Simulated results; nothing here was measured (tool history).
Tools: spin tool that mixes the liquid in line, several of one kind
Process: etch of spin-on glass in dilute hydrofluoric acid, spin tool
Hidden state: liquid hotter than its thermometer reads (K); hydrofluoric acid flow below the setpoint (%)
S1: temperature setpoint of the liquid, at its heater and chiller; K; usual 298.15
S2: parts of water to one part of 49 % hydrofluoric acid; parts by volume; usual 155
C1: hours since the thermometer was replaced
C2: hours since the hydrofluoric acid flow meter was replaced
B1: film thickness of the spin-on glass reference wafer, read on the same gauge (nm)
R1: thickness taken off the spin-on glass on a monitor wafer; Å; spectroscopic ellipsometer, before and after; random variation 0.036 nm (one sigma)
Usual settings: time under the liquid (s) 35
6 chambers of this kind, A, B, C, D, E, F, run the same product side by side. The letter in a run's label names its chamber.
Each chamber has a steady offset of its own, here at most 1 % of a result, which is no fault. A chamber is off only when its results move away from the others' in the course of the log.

run 1E hour=7.7 | S1=298.15 S2=155 time_under_the_liquid_(s)=35 | C1=590.1 C2=164.7 | B1=30.003 | R1=53.392
run 2F hour=18.6 | S1=298.15 S2=155 time_under_the_liquid_(s)=35 | C1=529.0 C2=607.8 | B1=29.981 | R1=54.718
run 3B hour=26.7 | S1=298.15 S2=155 time_under_the_liquid_(s)=35 | C1=49.3 C2=795.1 | B1=30.008 | R1=53.382
run 4D hour=34.3 | S1=298.15 S2=155 time_under_the_liquid_(s)=35 | C1=2079.6 C2=149.8 | B1=29.998 | R1=54.834
run 5C hour=42.9 | S1=299.65 S2=155 time_under_the_liquid_(s)=35 | C1=819.5 C2=497.1 | B1=29.996 | R1=57.027
run 6A hour=51.1 | S1=299.65 S2=155 time_under_the_liquid_(s)=35 | C1=987.9 C2=1553.6 | B1=29.994 | R1=56.826
run 7C hour=58.8 | S1=299.65 S2=155 time_under_the_liquid_(s)=35 | C1=835.4 C2=513.0 | B1=30.000 | R1=57.192
run 8B hour=69.2 | S1=299.65 S2=155 time_under_the_liquid_(s)=35 | C1=91.8 C2=837.6 | B1=30.026 | R1=56.361
run 9A hour=75.1 | S1=299.65 S2=155 time_under_the_liquid_(s)=35 | C1=1011.9 C2=1577.6 | B1=30.015 | R1=57.473
run 10E hour=81.4 | S1=299.65 S2=155 time_under_the_liquid_(s)=35 | C1=663.8 C2=238.4 | B1=29.986 | R1=56.881
run 11F hour=91.9 | S1=298.15 S2=155 time_under_the_liquid_(s)=35 | C1=602.3 C2=681.1 | B1=29.966 | R1=54.115
run 12D hour=101.5 | S1=298.15 S2=155 time_under_the_liquid_(s)=35 | C1=2146.8 C2=217.0 | B1=30.020 | R1=55.122
run 13F hour=109.6 | S1=298.15 S2=155 time_under_the_liquid_(s)=35 | C1=620.0 C2=698.8 | B1=30.025 | R1=55.090
run 14C hour=117.5 | S1=298.15 S2=155 time_under_the_liquid_(s)=35 | C1=894.1 C2=571.7 | B1=29.984 | R1=54.334
run 15D hour=124.6 | S1=298.15 S2=155 time_under_the_liquid_(s)=35 | C1=2169.9 C2=240.1 | B1=30.008 | R1=54.335
run 16A hour=132.0 | S1=298.15 S2=155 time_under_the_liquid_(s)=35 | C1=1068.8 C2=1634.5 | B1=29.999 | R1=53.614
run 17E hour=139.4 | S1=298.15 S2=155 time_under_the_liquid_(s)=35 | C1=721.8 C2=296.4 | B1=30.005 | R1=53.587
run 18B hour=148.8 | S1=298.15 S2=155 time_under_the_liquid_(s)=35 | C1=171.4 C2=917.2 | B1=30.035 | R1=53.984
run 19F hour=155.7 | S1=298.15 S2=155 time_under_the_liquid_(s)=50 | C1=666.1 C2=744.9 | B1=29.977 | R1=78.680
run 20E hour=166.3 | S1=298.15 S2=155 time_under_the_liquid_(s)=50 | C1=748.7 C2=323.3 | B1=30.000 | R1=75.706
run 21C hour=172.6 | S1=298.15 S2=155 time_under_the_liquid_(s)=50 | C1=949.2 C2=626.8 | B1=29.965 | R1=77.210
run 22A hour=180.0 | S1=298.15 S2=155 time_under_the_liquid_(s)=50 | C1=1116.8 C2=1682.5 | B1=30.023 | R1=75.770
run 23B hour=187.9 | S1=298.15 S2=155 time_under_the_liquid_(s)=50 | C1=210.5 C2=956.3 | B1=30.031 | R1=76.614
-- hour=197.2 chamber B: hydrofluoric acid flow meter replaced
run 24D hour=198.6 | S1=298.15 S2=155 time_under_the_liquid_(s)=50 | C1=2243.9 C2=314.1 | B1=29.969 | R1=78.144
run 25E hour=204.5 | S1=298.15 S2=155 time_under_the_liquid_(s)=35 | C1=786.9 C2=361.5 | B1=29.970 | R1=52.543
run 26B hour=212.8 | S1=298.15 S2=155 time_under_the_liquid_(s)=35 | C1=235.4 C2=15.6 | B1=29.987 | R1=53.404
run 27A hour=221.5 | S1=298.15 S2=155 time_under_the_liquid_(s)=35 | C1=1158.3 C2=1724.0 | B1=30.002 | R1=53.631
run 28F hour=229.9 | S1=298.15 S2=155 time_under_the_liquid_(s)=45 | C1=740.3 C2=819.1 | B1=30.005 | R1=70.407
run 29D hour=237.0 | S1=298.15 S2=155 time_under_the_liquid_(s)=45 | C1=2282.3 C2=352.5 | B1=29.978 | R1=71.265
run 30C hour=246.6 | S1=298.15 S2=155 time_under_the_liquid_(s)=45 | C1=1023.2 C2=700.8 | B1=29.969 | R1=69.782
run 31B hour=256.8 | S1=298.15 S2=155 time_under_the_liquid_(s)=45 | C1=279.4 C2=59.6 | B1=30.016 | R1=69.369
run 32F hour=267.7 | S1=298.15 S2=155 time_under_the_liquid_(s)=45 | C1=778.1 C2=856.9 | B1=30.002 | R1=69.051
run 33A hour=276.2 | S1=298.15 S2=155 time_under_the_liquid_(s)=45 | C1=1213.0 C2=1778.7 | B1=29.991 | R1=69.091
run 34E hour=286.7 | S1=298.15 S2=155 time_under_the_liquid_(s)=35 | C1=869.1 C2=443.7 | B1=30.025 | R1=52.268
-- hour=295.6 chamber C: hydrofluoric acid flow meter replaced
run 35D hour=296.2 | S1=298.15 S2=155 time_under_the_liquid_(s)=35 | C1=2341.5 C2=411.7 | B1=30.011 | R1=54.968
run 36C hour=303.5 | S1=298.15 S2=155 time_under_the_liquid_(s)=35 | C1=1080.1 C2=8.0 | B1=30.037 | R1=53.667
run 37A hour=309.8 | S1=298.15 S2=155 time_under_the_liquid_(s)=35 | C1=1246.6 C2=1812.3 | B1=29.997 | R1=54.611
run 38D hour=317.2 | S1=298.15 S2=155 time_under_the_liquid_(s)=35 | C1=2362.5 C2=432.7 | B1=29.953 | R1=54.795

What goes on in this fleet: one chamber off, a drifting gauge, or nothing beyond the chambers' own small offsets? Name the chamber and the cause, if any.

Chamber E drifts away from the others.
Cause: hydrofluoric acid flow below the setpoint (%) = 4.48.
The log may not tell that from: liquid colder than its thermometer reads (K).

Here are 4 candidates for chamber E's next run, each the usual settings with a change, their results left as question marks. Which one brings its results back in line with what the others give on the usual settings?
In line means no further than this from the other chambers' mean on the usual settings: R1 1.300 Å
run 39E-1 hour=325.3 | S1=301.15 S2=155 time_under_the_liquid_(s)=35 | R1=?
run 39E-2 hour=325.3 | S1=295.65 S2=155 time_under_the_liquid_(s)=35 | R1=?
run 39E-3 hour=325.3 | S1=296.65 S2=155 time_under_the_liquid_(s)=35 | R1=?
run 39E-4 hour=325.3 | S1=299.65 S2=155 time_under_the_liquid_(s)=35 | R1=?

The other chambers' mean on the usual settings: R1 54.239 Å
run=39E-1 R1=57.327
run=39E-2 R1=46.507
run=39E-3 R1=48.360
run=39E-4 R1=54.203
39E-4 brings the chamber back in line.
